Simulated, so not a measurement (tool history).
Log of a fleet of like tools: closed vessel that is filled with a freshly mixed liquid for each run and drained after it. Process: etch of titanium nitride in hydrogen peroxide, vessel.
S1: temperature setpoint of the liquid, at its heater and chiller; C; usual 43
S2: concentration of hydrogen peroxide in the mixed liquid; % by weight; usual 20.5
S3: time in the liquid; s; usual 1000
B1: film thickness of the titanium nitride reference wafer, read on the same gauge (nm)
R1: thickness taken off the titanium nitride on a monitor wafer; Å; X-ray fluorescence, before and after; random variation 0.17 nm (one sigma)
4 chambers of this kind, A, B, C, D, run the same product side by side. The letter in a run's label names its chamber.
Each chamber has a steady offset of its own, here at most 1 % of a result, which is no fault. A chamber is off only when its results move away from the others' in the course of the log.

{"run": "1A", "hour": 8.2, "S1": 43, "S2": 20.5, "S3": 1000, "B1": 60.017, "R1": 334.03}
{"hour": 10.6, "done": "chamber D: new drum of peroxide connected"}
{"run": "2C", "hour": 19.1, "S1": 43, "S2": 20.5, "S3": 1000, "B1": 60.008, "R1": 332.7}
{"run": "3B", "hour": 24.6, "S1": 43, "S2": 20.5, "S3": 1000, "B1": 59.998, "R1": 332.45}
{"run": "4D", "hour": 30.7, "S1": 43, "S2": 20.5, "S3": 1000, "B1": 60.027, "R1": 334.36}
{"run": "5D", "hour": 37.7, "S1": 43, "S2": 20.5, "S3": 1000, "B1": 60.001, "R1": 334.51}
{"run": "6B", "hour": 47.1, "S1": 43, "S2": 20.5, "S3": 1000, "B1": 59.997, "R1": 334.35}
{"run": "7A", "hour": 52.0, "S1": 43, "S2": 20.5, "S3": 1190, "B1": 59.982, "R1": 399.16}
{"run": "8C", "hour": 57.5, "S1": 43, "S2": 20.5, "S3": 1190, "B1": 60.024, "R1": 397.53}
{"run": "9B", "hour": 66.2, "S1": 43, "S2": 20.5, "S3": 1190, "B1": 59.98, "R1": 399.51}
{"run": "10D", "hour": 74.7, "S1": 43, "S2": 20.5, "S3": 1190, "B1": 60.007, "R1": 396.29}
{"run": "11A", "hour": 84.7, "S1": 47, "S2": 16, "S3": 1000, "B1": 60.007, "R1": 430.49}
{"run": "12C", "hour": 89.6, "S1": 47, "S2": 16, "S3": 1000, "B1": 59.991, "R1": 427.19}
{"run": "13A", "hour": 96.5, "S1": 47, "S2": 16, "S3": 1000, "B1": 59.995, "R1": 432.92}
{"run": "14B", "hour": 104.6, "S1": 47, "S2": 16, "S3": 1000, "B1": 59.994, "R1": 427.34}
{"hour": 106.0, "done": "chamber A: new drum of peroxide connected"}
{"run": "15C", "hour": 111.8, "S1": 43, "S2": 20.5, "S3": 1000, "B1": 60.021, "R1": 333.93}
{"run": "16D", "hour": 118.9, "S1": 43, "S2": 20.5, "S3": 1000, "B1": 60.02, "R1": 333.14}
{"run": "17D", "hour": 129.1, "S1": 43, "S2": 23.5, "S3": 415, "B1": 60.003, "R1": 142.42}
{"run": "18C", "hour": 138.6, "S1": 43, "S2": 23.5, "S3": 415, "B1": 59.993, "R1": 141.94}
{"run": "19B", "hour": 144.5, "S1": 43, "S2": 23.5, "S3": 415, "B1": 60.012, "R1": 143.31}
{"run": "20A", "hour": 151.5, "S1": 43, "S2": 23.5, "S3": 415, "B1": 60.009, "R1": 143.5}
{"run": "21C", "hour": 160.8, "S1": 43, "S2": 20.5, "S3": 1000, "B1": 59.986, "R1": 333.32}
{"run": "22B", "hour": 169.7, "S1": 43, "S2": 20.5, "S3": 1000, "B1": 59.994, "R1": 332.33}
{"hour": 171.3, "done": "chamber D: peroxide flow meter replaced"}
{"run": "23D", "hour": 180.5, "S1": 43, "S2": 20.5, "S3": 1000, "B1": 59.993, "R1": 340.11}
{"run": "24A", "hour": 187.2, "S1": 43, "S2": 20.5, "S3": 1000, "B1": 60.009, "R1": 336.35}
{"run": "25C", "hour": 194.7, "S1": 43, "S2": 20.5, "S3": 1000, "B1": 60.006, "R1": 331.59}
{"run": "26B", "hour": 203.6, "S1": 43, "S2": 20.5, "S3": 1000, "B1": 60.018, "R1": 335.02}
{"run": "27A", "hour": 212.7, "S1": 43, "S2": 20.5, "S3": 1000, "B1": 60.01, "R1": 337.88}
{"run": "28D", "hour": 218.6, "S1": 43, "S2": 20.5, "S3": 1000, "B1": 60.022, "R1": 340.13}
{"run": "29A", "hour": 228.1, "S1": 43, "S2": 20.5, "S3": 1000, "B1": 59.982, "R1": 337.1}
{"run": "30C", "hour": 233.0, "S1": 43, "S2": 20.5, "S3": 1000, "B1": 59.997, "R1": 336.1}
{"run": "31B", "hour": 240.9, "S1": 43, "S2": 20.5, "S3": 1000, "B1": 60.011, "R1": 337.12}
{"run": "32D", "hour": 249.8, "S1": 43, "S2": 20.5, "S3": 1000, "B1": 59.989, "R1": 344.19}
{"run": "33C", "hour": 255.7, "S1": 43, "S2": 20.5, "S3": 1000, "B1": 59.994, "R1": 332.16}
{"run": "34A", "hour": 265.9, "S1": 43, "S2": 20.5, "S3": 1000, "B1": 60.015, "R1": 337.23}

Is one chamber off against the others, does the gauge drift, or is nothing wrong? If a chamber is off, say which, and what the likeliest cause is.

Chamber D drifts away from the others.
Cause: liquid hotter than its thermometer reads (K) = 0.432.

Here are 4 candidates for chamber D's next run, each the usual settings with a change, their results left as question marks. Which one brings its results back in line with what the others give on the usual settings?
In line means no further than this from the other chambers' mean on the usual settings: R1 6 Å
{"run": "35D-1", "hour": 273.9, "S1": 43, "S2": 26.5, "S3": 1000, "R1": "?"}
{"run": "35D-2", "hour": 273.9, "S1": 43, "S2": 20.5, "S3": 940, "R1": "?"}
{"run": "35D-3", "hour": 273.9, "S1": 43, "S2": 20.5, "S3": 1025, "R1": "?"}
{"run": "35D-4", "hour": 273.9, "S1": 43, "S2": 18, "S3": 1000, "R1": "?"}

The other chambers' mean on the usual settings: R1 335.21 Å
run=35D-1 R1=363.99
run=35D-2 R1=323.61
run=35D-3 R1=352.87
run=35D-4 R1=334.82
35D-4 brings the chamber back in line.
